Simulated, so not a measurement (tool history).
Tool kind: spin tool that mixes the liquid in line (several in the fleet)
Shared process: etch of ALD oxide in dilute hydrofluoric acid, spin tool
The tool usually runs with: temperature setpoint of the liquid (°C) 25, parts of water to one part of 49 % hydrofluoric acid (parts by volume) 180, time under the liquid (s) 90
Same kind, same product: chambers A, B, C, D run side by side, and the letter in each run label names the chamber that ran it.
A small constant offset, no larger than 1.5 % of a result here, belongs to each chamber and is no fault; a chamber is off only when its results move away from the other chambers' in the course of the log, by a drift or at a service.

run   hour  temperature setpoint of the liquid (°C)  parts of water to one part of 49 % hydrofluoric acid (parts by volume)  time under the liquid (s)  read-back film thickness of the ALD oxide reference wafer, read on the same gauge (nm)  thickness taken off the ALD oxide on a monitor wafer (nm)
 1D    7.8                                       25                                                                     180                         90                                                                                  70.007                                                      9.924
 2C   18.3                                       25                                                                     180                         90                                                                                  69.995                                                     10.077
 3B   29.7                                       25                                                                     180                         90                                                                                  69.974                                                     9.9485
 4A   36.6                                       25                                                                     180                         90                                                                                  69.995                                                     9.9208
 5A     49                                       25                                                                     180                         90                                                                                  69.984                                                     9.8311
 6B   62.8                                       25                                                                     180                         90                                                                                  69.993                                                     9.9867
 7C   73.2                                       25                                                                     180                         90                                                                                  70.043                                                     10.001
 8D   81.4                                       25                                                                     180                         90                                                                                  70.014                                                     10.021
 9A   90.1                                       25                                                                     180                         90                                                                                  70.047                                                     10.007
10C  101.6                                       25                                                                     180                         90                                                                                  70.012                                                      9.966
11B  114.5                                       25                                                                     180                         90                                                                                  70.012                                                     10.101
12D  125.9                                       25                                                                     180                         90                                                                                  70.012                                                     10.006
13A  134.2                                       25                                                                     180                         90                                                                                  69.971                                                     9.8352
14D  143.3                                       25                                                                     180                         90                                                                                  70.035                                                     9.9662
15C  154.3                                     28.5                                                                     130                         90                                                                                  69.996                                                     16.829
     159.1  -- chamber A: thermometer replaced
16B    164                                     28.5                                                                     130                         90                                                                                   69.97                                                     16.731
17B  173.4                                     28.5                                                                     130                         90                                                                                  70.029                                                     16.656
18A  186.6                                     28.5                                                                     130                         90                                                                                  69.989                                                     16.804
19C  193.1                                       25                                                                     180                         90                                                                                  70.004                                                     9.7859
20D  199.9                                       25                                                                     180                         90                                                                                  69.999                                                     10.152
21A  213.8                                       25                                                                     180                         90                                                                                  70.031                                                     9.9596
22B  223.2                                       25                                                                     180                         90                                                                                  70.009                                                     10.139
23D  235.5                                       25                                                                     180                         90                                                                                  69.978                                                      9.954
24C  242.7                                       25                                                                     180                         90                                                                                  70.017                                                     9.7915
25D  255.8                                       25                                                                     180                         90                                                                                  69.983                                                       10.1
26C  265.5                                       25                                                                     180                         90                                                                                  69.985                                                     9.7086
27B  274.7                                       25                                                                     180                         90                                                                                  70.025                                                     9.9469
28A  282.8                                       25                                                                     180                         90                                                                                  70.056                                                     9.9692
29C  297.1                                       25                                                                     180                         90                                                                                  69.988                                                      9.493
30D  311.1                                       25                                                                     180                         90                                                                                  70.015                                                     10.083
31B    319                                       25                                                                     205                         40                                                                                      70                                                     3.8132
32A    326                                       25                                                                     205                         40                                                                                  69.994                                                     3.7801
33B  339.4                                       25                                                                     205                         40                                                                                  70.036                                                     3.8116
     343.3  -- chamber D: thermometer replaced
34D    347                                       25                                                                     205                         40                                                                                  70.029                                                     3.8191
35C  355.4                                       25                                                                     180                         90                                                                                  69.981                                                     9.2932
36A  362.8                                       25                                                                     180                         90                                                                                  69.988                                                      10.01

Is one chamber out of step, is the gauge drifting, or do the chambers differ by no more than their own small offsets? For an off chamber, give its letter and the likeliest cause.

Chamber C drifts away from the others.
Cause: hydrofluoric acid flow below the setpoint (%) = 5.29.
The log might look much the same if the cause were instead: liquid colder than its thermometer reads (K).

Which of the 4 candidates below, each the usual settings with something changed and its results left as question marks, puts chamber C back in line with what the other chambers give on the usual settings?
Counts as in line when no further than this from what the other chambers average on the usual settings: thickness taken off the ALD oxide on a monitor wafer (nm) 0.22
37C-1  373.5                                     24.5                                                                     180                         90                                                                                                                                                  ?
37C-2  373.5                                       25                                                                     180                         85                                                                                                                                                  ?
37C-3  373.5                                     26.5                                                                     180                         90                                                                                                                                                  ?
37C-4  373.5                                     25.5                                                                     180                         90                                                                                                                                                  ?

On the usual settings, the other chambers give on average: thickness taken off the ALD oxide on a monitor wafer (nm) 9.9754
  run  thickness taken off the ALD oxide on a monitor wafer (nm)
37C-1                                                     9.1758
37C-2                                                     8.8307
37C-3                                                     9.8835
37C-4                                                     9.5268
37C-3 brings the chamber back in line.
